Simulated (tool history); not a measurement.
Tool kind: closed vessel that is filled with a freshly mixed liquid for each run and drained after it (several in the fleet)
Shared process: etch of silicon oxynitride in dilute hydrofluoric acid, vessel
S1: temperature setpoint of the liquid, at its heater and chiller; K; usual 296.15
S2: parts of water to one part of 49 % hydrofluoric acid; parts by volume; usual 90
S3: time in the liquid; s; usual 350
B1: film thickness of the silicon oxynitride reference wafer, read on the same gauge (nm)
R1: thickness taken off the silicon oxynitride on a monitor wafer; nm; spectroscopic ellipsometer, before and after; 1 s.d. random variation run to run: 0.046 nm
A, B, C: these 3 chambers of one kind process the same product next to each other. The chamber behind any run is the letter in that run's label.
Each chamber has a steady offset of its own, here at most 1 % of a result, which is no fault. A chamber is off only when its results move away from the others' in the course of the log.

run    day      S1  S2   S3      B1      R1
 1C  0.242  296.15  90  350  70.000  12.492
 2A  0.567  296.15  90  350  70.018  12.426
 3B  0.754  296.15  90  350  70.017  12.450
 4C  1.008  296.15  90  350  70.025  12.523
 5B  1.383  296.15  90  350  69.986  12.467
 6A  1.621  296.15  90  350  70.004  12.342
 7C  1.800  296.15  90  350  70.005  12.507
 8B  2.162  293.15  50  350  69.991  19.706
 9A  2.329  293.15  50  350  70.043  19.696
10B  2.708  293.15  50  350  70.011  19.774
11C  2.979  296.15  90  350  69.984  12.531
12A  3.188  296.15  90  350  69.988  12.332
13A  3.367  296.15  90  350  69.981  12.348
14B  3.738  296.15  90  350  69.975  12.349
15C  3.996  296.15  90  350  69.982  12.543
16A  4.375  296.15  90  350  70.001  12.470
17C  4.579  296.15  90  350  69.994  12.490
18B  4.788  296.15  70  285  69.963  13.229
19C  5.033  296.15  70  285  69.974  13.337
20B  5.258  296.15  70  285  70.028  13.181
21A  5.617  296.15  90  350  70.005  12.394
22B  5.883  296.15  90  350  69.952  12.371
23A  6.129  296.15  90  350  69.982  12.305
24C  6.404  296.15  90  350  69.995  12.470
25B  6.621  296.15  90  350  70.011  12.376
26A  6.800  296.15  90  350  69.934  12.372

All 3 chambers run these settings next. Forecast each chamber's results:
27A  7.075  296.15  105  350       ?
27B  7.075  296.15  105  350       ?
27C  7.075  296.15  105  350       ?

run      R1
27A  10.559
27B  10.581
27C  10.629
